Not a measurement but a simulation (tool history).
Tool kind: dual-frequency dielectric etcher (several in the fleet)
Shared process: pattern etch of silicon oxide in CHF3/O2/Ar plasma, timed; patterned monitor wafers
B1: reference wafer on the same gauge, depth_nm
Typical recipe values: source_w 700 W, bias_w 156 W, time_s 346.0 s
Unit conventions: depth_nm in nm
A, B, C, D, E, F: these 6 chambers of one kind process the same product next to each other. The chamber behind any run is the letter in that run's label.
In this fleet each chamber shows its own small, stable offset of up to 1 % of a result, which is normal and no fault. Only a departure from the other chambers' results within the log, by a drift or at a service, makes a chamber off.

Run 1F, hour 7.6: usual settings; B1 626.19. Result: depth_nm 692.92 nm.
At hour 13.0: chamber E: bias power generator calibrated.
Run 2B, hour 15.8: usual settings; B1 626.21. Result: depth_nm 698.17 nm.
Run 3A, hour 23.2: usual settings; B1 626.42. Result: depth_nm 697.81 nm.
Run 4C, hour 30.4: usual settings; B1 625.69. Result: depth_nm 695.74 nm.
Run 5D, hour 35.9: usual settings; B1 626.27. Result: depth_nm 687.17 nm.
Run 6E, hour 42.6: usual settings; B1 625.96. Result: depth_nm 690.47 nm.
Run 7F, hour 51.3: usual settings; B1 626.16. Result: depth_nm 698.67 nm.
Run 8B, hour 59.2: usual settings; B1 625.92. Result: depth_nm 697.48 nm.
Run 9C, hour 66.6: usual settings but time_s 309.5 s; B1 625.72. Result: depth_nm 619.37 nm.
Run 10A, hour 74.0: usual settings but time_s 309.5 s; B1 625.98. Result: depth_nm 625.26 nm.
Run 11E, hour 79.2: usual settings but time_s 309.5 s; B1 625.86. Result: depth_nm 614.01 nm.
Run 12D, hour 84.0: usual settings but time_s 309.5 s; B1 626.25. Result: depth_nm 616.52 nm.
Run 13F, hour 89.8: usual settings but time_s 309.5 s; B1 625.50. Result: depth_nm 623.26 nm.
Run 14D, hour 93.9: usual settings but time_s 309.5 s; B1 626.03. Result: depth_nm 614.90 nm.
Run 15B, hour 98.2: usual settings; B1 626.60. Result: depth_nm 701.66 nm.
Run 16C, hour 102.4: usual settings; B1 626.05. Result: depth_nm 689.82 nm.
At hour 105.5: chamber E: source power generator calibrated.
Run 17E, hour 110.2: usual settings; B1 625.71. Result: depth_nm 692.11 nm.
Run 18A, hour 115.7: usual settings; B1 625.80. Result: depth_nm 694.73 nm.
Run 19B, hour 122.7: usual settings; B1 625.92. Result: depth_nm 697.36 nm.
At hour 129.8: chamber B: wet clean of the chamber.
Run 20D, hour 130.8: usual settings but bias_w 194 W; B1 626.21. Result: depth_nm 742.19 nm.
Run 21E, hour 138.0: usual settings but bias_w 194 W; B1 625.83. Result: depth_nm 747.78 nm.
Run 22C, hour 142.1: usual settings but bias_w 194 W; B1 625.70. Result: depth_nm 741.11 nm.
Run 23A, hour 149.8: usual settings but bias_w 194 W; B1 625.96. Result: depth_nm 746.35 nm.
Run 24F, hour 158.0: usual settings but bias_w 194 W; B1 625.95. Result: depth_nm 749.07 nm.
Run 25E, hour 163.9: usual settings but bias_w 194 W; B1 625.62. Result: depth_nm 751.44 nm.
Run 26F, hour 167.8: usual settings; B1 626.23. Result: depth_nm 701.41 nm.
Run 27A, hour 171.5: usual settings; B1 626.25. Result: depth_nm 699.74 nm.
Run 28C, hour 177.8: usual settings; B1 625.50. Result: depth_nm 691.33 nm.
Run 29D, hour 185.9: usual settings; B1 626.03. Result: depth_nm 689.07 nm.
Run 30B, hour 190.3: usual settings; B1 625.53. Result: depth_nm 698.59 nm.
Run 31C, hour 196.3: usual settings; B1 625.69. Result: depth_nm 693.19 nm.
Run 32A, hour 201.4: usual settings; B1 625.92. Result: depth_nm 699.03 nm.
Run 33D, hour 206.5: usual settings; B1 626.78. Result: depth_nm 686.49 nm.
Run 34F, hour 213.3: usual settings; B1 626.23. Result: depth_nm 699.38 nm.
Run 35E, hour 221.5: usual settings; B1 626.08. Result: depth_nm 706.18 nm.
Run 36B, hour 230.0: usual settings; B1 625.88. Result: depth_nm 694.35 nm.
Run 37A, hour 236.3: usual settings; B1 625.98. Result: depth_nm 699.15 nm.
Run 38E, hour 243.8: usual settings but bias_w 187 W, time_s 280.0 s; B1 625.97. Result: depth_nm 605.07 nm.

Read the log: is a single chamber off, either drifting away or since a service, is the gauge that measures every chamber drifting, or is nothing wrong beyond small per-chamber offsets? Name any odd chamber and what most likely caused it.

Chamber E drifts away from the others.
Most likely cause: etch rate over this chamber's usual, % = 2.92.

Chamber E could run next with any of the 4 candidate recipes listed below; each alters the usual settings, and their results appear as question marks. Which one brings its results back in line with what the other chambers deliver on the usual settings?
A result is in line if it is within this distance of the other chambers' mean on the usual settings: depth_nm 7.70 nm
Run 39E-1, hour 250.1: usual settings but source_w 770 W. Result: depth_nm ?.
Run 39E-2, hour 250.1: usual settings but bias_w 155 W, time_s 339.5 s. Result: depth_nm ?.
Run 39E-3, hour 250.1: usual settings but time_s 353.0 s. Result: depth_nm ?.
Run 39E-4, hour 250.1: usual settings but time_s 332.0 s. Result: depth_nm ?.

The other chambers' mean on the usual settings: depth_nm 694.25 nm
  run  depth_nm
39E-1    733.91
39E-2    692.96
39E-3    721.99
39E-4    679.04
39E-2 brings the chamber back in line.
